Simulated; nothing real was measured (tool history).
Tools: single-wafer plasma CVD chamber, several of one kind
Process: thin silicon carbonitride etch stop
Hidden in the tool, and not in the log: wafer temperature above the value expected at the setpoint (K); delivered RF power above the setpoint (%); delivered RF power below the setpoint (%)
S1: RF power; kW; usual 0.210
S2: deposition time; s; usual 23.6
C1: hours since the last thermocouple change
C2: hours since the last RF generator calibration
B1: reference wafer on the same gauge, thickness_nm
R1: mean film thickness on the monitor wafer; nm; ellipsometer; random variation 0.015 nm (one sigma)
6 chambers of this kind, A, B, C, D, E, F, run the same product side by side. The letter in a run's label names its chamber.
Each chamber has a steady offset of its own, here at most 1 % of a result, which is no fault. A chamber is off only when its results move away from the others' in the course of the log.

| run | hour | S1 | S2 | C1 | C2 | B1 | R1 |
|---|---|---|---|---|---|---|---|
| 1B | 5.0 | 0.210 | 23.6 | 742.4 | 973.9 | 14.202 | 13.576 |
| 2E | 10.4 | 0.210 | 23.6 | 1165.3 | 2171.4 | 14.203 | 13.710 |
| 3C | 16.0 | 0.210 | 23.6 | 426.9 | 315.2 | 14.206 | 13.787 |
| 4A | 22.0 | 0.210 | 23.6 | 919.8 | 523.6 | 14.208 | 13.635 |
| 5F | 26.0 | 0.210 | 23.6 | 109.1 | 529.5 | 14.213 | 13.628 |
| 6D | 30.1 | 0.210 | 23.6 | 897.1 | 678.8 | 14.209 | 13.597 |
| 7E | 33.3 | 0.210 | 23.6 | 1188.2 | 2194.3 | 14.214 | 13.741 |
| 8F | 36.8 | 0.210 | 23.6 | 119.9 | 540.3 | 14.210 | 13.632 |
|  | 39.5 | chamber E: RF generator calibrated |
| 9A | 39.7 | 0.210 | 23.6 | 937.5 | 541.3 | 14.217 | 13.649 |
| 10C | 44.7 | 0.210 | 23.6 | 455.6 | 343.9 | 14.213 | 13.777 |
| 11B | 49.7 | 0.210 | 23.6 | 787.1 | 1018.6 | 14.218 | 13.543 |
| 12D | 55.3 | 0.210 | 23.6 | 922.3 | 704.0 | 14.216 | 13.628 |
| 13D | 58.2 | 0.210 | 23.6 | 925.2 | 706.9 | 14.220 | 13.634 |
| 14C | 61.1 | 0.210 | 23.6 | 472.0 | 360.3 | 14.219 | 13.804 |
| 15A | 65.2 | 0.210 | 26.3 | 963.0 | 566.8 | 14.223 | 15.200 |
| 16F | 69.0 | 0.210 | 26.3 | 152.1 | 572.5 | 14.223 | 15.180 |
| 17B | 73.9 | 0.210 | 26.3 | 811.3 | 1042.8 | 14.230 | 15.111 |
| 18E | 76.7 | 0.210 | 26.3 | 1231.6 | 37.3 | 14.227 | 15.334 |
| 19D | 79.7 | 0.210 | 26.3 | 946.7 | 728.4 | 14.229 | 15.210 |
| 20E | 85.3 | 0.210 | 26.3 | 1240.2 | 45.9 | 14.229 | 15.326 |
| 21F | 89.3 | 0.225 | 23.6 | 172.4 | 592.8 | 14.230 | 13.943 |
| 22C | 93.2 | 0.225 | 23.6 | 504.1 | 392.4 | 14.231 | 14.104 |
| 23B | 97.5 | 0.225 | 23.6 | 834.9 | 1066.4 | 14.230 | 13.882 |
| 24A | 100.2 | 0.225 | 23.6 | 998.0 | 601.8 | 14.236 | 13.972 |
| 25B | 103.9 | 0.225 | 23.6 | 841.3 | 1072.8 | 14.241 | 13.891 |
| 26A | 108.9 | 0.225 | 23.6 | 1006.7 | 610.5 | 14.241 | 13.959 |
| 27D | 113.9 | 0.210 | 23.6 | 980.9 | 762.6 | 14.241 | 13.636 |
| 28E | 117.5 | 0.210 | 23.6 | 1272.4 | 78.1 | 14.242 | 13.740 |
| 29F | 123.5 | 0.210 | 23.6 | 206.6 | 627.0 | 14.250 | 13.646 |
| 30C | 128.7 | 0.210 | 23.6 | 539.6 | 427.9 | 14.246 | 13.838 |
| 31B | 133.6 | 0.210 | 27.7 | 871.0 | 1102.5 | 14.248 | 15.966 |
| 32F | 136.4 | 0.210 | 27.7 | 219.5 | 639.9 | 14.250 | 16.006 |
| 33D | 140.7 | 0.210 | 27.7 | 1007.7 | 789.4 | 14.251 | 16.036 |
| 34A | 146.2 | 0.210 | 27.7 | 1044.0 | 647.8 | 14.255 | 16.035 |
| 35E | 149.4 | 0.210 | 27.7 | 1304.3 | 110.0 | 14.259 | 16.172 |
| 36C | 153.7 | 0.210 | 27.7 | 564.6 | 452.9 | 14.255 | 16.212 |
| 37A | 159.1 | 0.175 | 23.6 | 1056.9 | 660.7 | 14.258 | 12.964 |
| 38F | 162.0 | 0.175 | 23.6 | 245.1 | 665.5 | 14.258 | 12.938 |
| 39C | 166.0 | 0.175 | 23.6 | 576.9 | 465.2 | 14.262 | 13.058 |
| 40D | 168.9 | 0.175 | 23.6 | 1035.9 | 817.6 | 14.262 | 12.928 |
| 41E | 171.7 | 0.175 | 23.6 | 1326.6 | 132.3 | 14.262 | 13.041 |

Next, every chamber runs the same settings. What will each give?
| 42A | 176.1 | 0.210 | 23.6 |  |  |  | ? |
| 42B | 176.1 | 0.210 | 23.6 |  |  |  | ? |
| 42C | 176.1 | 0.210 | 23.6 |  |  |  | ? |
| 42D | 176.1 | 0.210 | 23.6 |  |  |  | ? |
| 42E | 176.1 | 0.210 | 23.6 |  |  |  | ? |
| 42F | 176.1 | 0.210 | 23.6 |  |  |  | ? |

| run | R1 |
|---|---|
| 42A | 13.664 |
| 42B | 13.636 |
| 42C | 13.828 |
| 42D | 13.676 |
| 42E | 13.783 |
| 42F | 13.688 |
